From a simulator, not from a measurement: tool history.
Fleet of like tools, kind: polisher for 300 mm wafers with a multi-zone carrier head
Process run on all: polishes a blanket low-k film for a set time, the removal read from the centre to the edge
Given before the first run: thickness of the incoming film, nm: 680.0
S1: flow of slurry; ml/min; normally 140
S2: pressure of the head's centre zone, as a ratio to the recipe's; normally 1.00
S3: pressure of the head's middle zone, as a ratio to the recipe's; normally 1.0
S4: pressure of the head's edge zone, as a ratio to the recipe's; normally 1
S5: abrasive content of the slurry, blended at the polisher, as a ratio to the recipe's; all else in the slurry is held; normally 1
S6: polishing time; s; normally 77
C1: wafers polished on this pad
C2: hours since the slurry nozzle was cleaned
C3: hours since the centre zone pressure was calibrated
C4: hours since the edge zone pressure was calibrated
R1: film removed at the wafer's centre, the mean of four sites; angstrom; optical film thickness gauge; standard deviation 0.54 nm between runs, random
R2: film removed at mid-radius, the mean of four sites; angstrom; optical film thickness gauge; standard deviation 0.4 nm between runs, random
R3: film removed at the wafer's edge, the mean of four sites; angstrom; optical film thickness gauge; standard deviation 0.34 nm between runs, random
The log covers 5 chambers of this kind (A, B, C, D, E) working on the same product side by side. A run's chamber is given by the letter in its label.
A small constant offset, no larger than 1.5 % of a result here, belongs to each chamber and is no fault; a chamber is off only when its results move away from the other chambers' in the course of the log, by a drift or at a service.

run 1A hour=9.1 | S1=140 S2=1.00 S3=1.0 S4=1 S5=1 S6=77 | C1=193 C2=107.1 C3=219.5 C4=616.9 | R1=491.43 R2=503.48 R3=494.53
run 2D hour=17.5 | S1=140 S2=1.00 S3=1.0 S4=1 S5=1 S6=77 | C1=1397 C2=209.4 C3=943.6 C4=450.4 | R1=503.24 R2=502.16 R3=490.70
run 3C hour=24.5 | S1=140 S2=1.00 S3=1.0 S4=1 S5=1 S6=77 | C1=670 C2=109.9 C3=172.5 C4=736.7 | R1=496.42 R2=500.72 R3=490.17
-- hour=28.8 chamber D: worn pad replaced by a new one
run 4B hour=31.1 | S1=140 S2=1.00 S3=1.0 S4=1 S5=1 S6=77 | C1=624 C2=415.5 C3=73.4 C4=554.3 | R1=500.89 R2=493.42 R3=504.02
run 5E hour=35.9 | S1=140 S2=1.00 S3=1.0 S4=1 S5=1 S6=77 | C1=968 C2=533.3 C3=118.2 C4=70.2 | R1=499.27 R2=489.18 R3=496.03
run 6E hour=40.7 | S1=140 S2=1.00 S3=1.0 S4=1 S5=1 S6=77 | C1=1002 C2=538.1 C3=123.0 C4=75.0 | R1=499.66 R2=499.57 R3=487.92
run 7D hour=47.9 | S1=140 S2=1.00 S3=1.0 S4=1 S5=1 S6=77 | C1=135 C2=239.8 C3=974.0 C4=480.8 | R1=505.55 R2=499.38 R3=488.20
run 8C hour=55.9 | S1=140 S2=1.00 S3=1.0 S4=1 S5=1 S6=77 | C1=891 C2=141.3 C3=203.9 C4=768.1 | R1=490.88 R2=493.76 R3=497.08
-- hour=60.0 chamber B: worn pad replaced by a new one
-- hour=65.6 chamber C: worn pad replaced by a new one
run 9A hour=65.7 | S1=140 S2=1.00 S3=1.0 S4=1 S5=1 S6=77 | C1=592 C2=163.7 C3=276.1 C4=673.5 | R1=490.84 R2=499.81 R3=494.45
run 10B hour=74.7 | S1=140 S2=0.95 S3=1.0 S4=1 S5=1 S6=98 | C1=104 C2=459.1 C3=117.0 C4=597.9 | R1=613.57 R2=632.56 R3=641.67
-- hour=74.9 chamber E: slurry nozzle cleaned
-- hour=80.6 chamber E: worn pad replaced by a new one
run 11A hour=81.7 | S1=140 S2=0.95 S3=1.0 S4=1 S5=1 S6=98 | C1=704 C2=179.7 C3=292.1 C4=689.5 | R1=596.56 R2=638.71 R3=634.66
run 12D hour=88.8 | S1=140 S2=0.95 S3=1.0 S4=1 S5=1 S6=98 | C1=423 C2=280.7 C3=1014.9 C4=521.7 | R1=601.59 R2=640.47 R3=623.13
run 13C hour=94.1 | S1=140 S2=0.95 S3=1.0 S4=1 S5=1 S6=98 | C1=201 C2=179.5 C3=242.1 C4=806.3 | R1=570.43 R2=621.35 R3=619.62
run 14B hour=103.7 | S1=140 S2=0.95 S3=1.0 S4=1 S5=1 S6=98 | C1=308 C2=488.1 C3=146.0 C4=626.9 | R1=593.80 R2=628.34 R3=640.30
run 15E hour=110.0 | S1=140 S2=1.00 S3=1.0 S4=1 S5=1 S6=77 | C1=207 C2=35.2 C3=192.3 C4=144.3 | R1=504.51 R2=504.69 R3=495.28
run 16A hour=119.7 | S1=140 S2=1.00 S3=1.0 S4=1 S5=1 S6=77 | C1=972 C2=217.7 C3=330.1 C4=727.5 | R1=491.35 R2=502.40 R3=492.31
run 17C hour=127.5 | S1=140 S2=1.00 S3=1.0 S4=1 S5=1 S6=77 | C1=436 C2=212.9 C3=275.5 C4=839.7 | R1=477.48 R2=487.48 R3=482.23
run 18D hour=133.1 | S1=140 S2=1.00 S3=1.0 S4=1 S5=1 S6=77 | C1=735 C2=325.0 C3=1059.2 C4=566.0 | R1=499.68 R2=494.61 R3=494.29
-- hour=137.4 chamber A: worn pad replaced by a new one
run 19E hour=139.7 | S1=140 S2=1.00 S3=1.0 S4=1 S5=1 S6=77 | C1=416 C2=64.9 C3=222.0 C4=174.0 | R1=502.83 R2=501.72 R3=495.97
run 20B hour=145.3 | S1=140 S2=1.00 S3=1.0 S4=1 S5=1 S6=77 | C1=601 C2=529.7 C3=187.6 C4=668.5 | R1=502.79 R2=490.98 R3=499.29
run 21B hour=153.7 | S1=140 S2=1.00 S3=1.0 S4=1 S5=1 S6=77 | C1=660 C2=538.1 C3=196.0 C4=676.9 | R1=510.64 R2=505.17 R3=500.65
run 22A hour=163.4 | S1=140 S2=1.00 S3=1.0 S4=1 S5=1 S6=77 | C1=183 C2=261.4 C3=373.8 C4=771.2 | R1=492.11 R2=501.69 R3=493.49
-- hour=164.8 chamber B: worn pad replaced by a new one
run 23E hour=170.4 | S1=140 S2=1.00 S3=1.0 S4=1 S5=1 S6=77 | C1=632 C2=95.6 C3=252.7 C4=204.7 | R1=497.30 R2=501.88 R3=500.63
run 24C hour=178.4 | S1=140 S2=1.00 S3=1.0 S4=1 S5=1 S6=77 | C1=795 C2=263.8 C3=326.4 C4=890.6 | R1=467.24 R2=468.13 R3=471.32
run 25D hour=184.1 | S1=140 S2=1.00 S3=1.0 S4=1 S5=1 S6=77 | C1=1094 C2=376.0 C3=1110.2 C4=617.0 | R1=498.30 R2=498.04 R3=488.73
run 26C hour=193.1 | S1=140 S2=1.00 S3=0.9 S4=1 S5=1 S6=77 | C1=899 C2=278.5 C3=341.1 C4=905.3 | R1=453.47 R2=425.25 R3=468.66
-- hour=198.4 chamber D: worn pad replaced by a new one
run 27B hour=199.7 | S1=140 S2=1.00 S3=0.9 S4=1 S5=1 S6=77 | C1=246 C2=584.1 C3=242.0 C4=722.9 | R1=500.22 R2=445.28 R3=501.34
run 28A hour=206.1 | S1=140 S2=1.00 S3=0.9 S4=1 S5=1 S6=77 | C1=484 C2=304.1 C3=416.5 C4=813.9 | R1=486.62 R2=463.51 R3=496.52
run 29E hour=215.4 | S1=140 S2=1.00 S3=0.9 S4=1 S5=1 S6=77 | C1=950 C2=140.6 C3=297.7 C4=249.7 | R1=502.16 R2=455.00 R3=499.98
run 30D hour=224.9 | S1=140 S2=1.00 S3=0.9 S4=1 S5=1 S6=77 | C1=186 C2=416.8 C3=1151.0 C4=657.8 | R1=501.78 R2=447.31 R3=491.48
-- hour=226.0 chamber D: slurry nozzle cleaned
run 31D hour=232.6 | S1=140 S2=1.00 S3=1.0 S4=1 S5=1 S6=77 | C1=241 C2=6.6 C3=1158.7 C4=665.5 | R1=493.03 R2=502.67 R3=491.18
run 32E hour=240.8 | S1=140 S2=1.00 S3=1.0 S4=1 S5=1 S6=77 | C1=1129 C2=166.0 C3=323.1 C4=275.1 | R1=496.90 R2=499.65 R3=499.60

What goes on in this fleet: one chamber off, a drifting gauge, or nothing beyond the chambers' own small offsets? Name the chamber and the cause, if any.

Chamber C drifts away from the others.
Most likely cause: slurry flow missing at the pad, % = 34.2.

Which of the 4 candidates below, each the usual settings with something changed and its results left as question marks, puts chamber C back in line with what the other chambers give on the usual settings?
Counts as in line when no further than this from what the other chambers average on the usual settings: R1 19.00 angstrom; R2 14.00 angstrom; R3 12.00 angstrom
run 33C-1 hour=247.8 | S1=150 S2=1.03 S3=1.02 S4=0.98 S5=1 S6=82 | R1=? R2=? R3=?
run 33C-2 hour=247.8 | S1=145 S2=1.02 S3=1.01 S4=0.99 S5=1 S6=79 | R1=? R2=? R3=?
run 33C-3 hour=247.8 | S1=135 S2=0.98 S3=0.99 S4=1.01 S5=1 S6=75 | R1=? R2=? R3=?
run 33C-4 hour=247.8 | S1=130 S2=0.97 S3=0.98 S4=1.02 S5=1 S6=72 | R1=? R2=? R3=?

What the other chambers average on the usual settings: R1 497.47 angstrom; R2 497.72 angstrom; R3 494.83 angstrom
run=33C-1 R1=493.68 R2=495.44 R3=492.00
run=33C-2 R1=465.22 R2=468.48 R3=473.51
run=33C-3 R1=412.04 R2=427.48 R3=447.98
run=33C-4 R1=385.63 R2=401.77 R3=428.98
Change 33C-1 lands the chamber within the allowed miss of the other chambers.
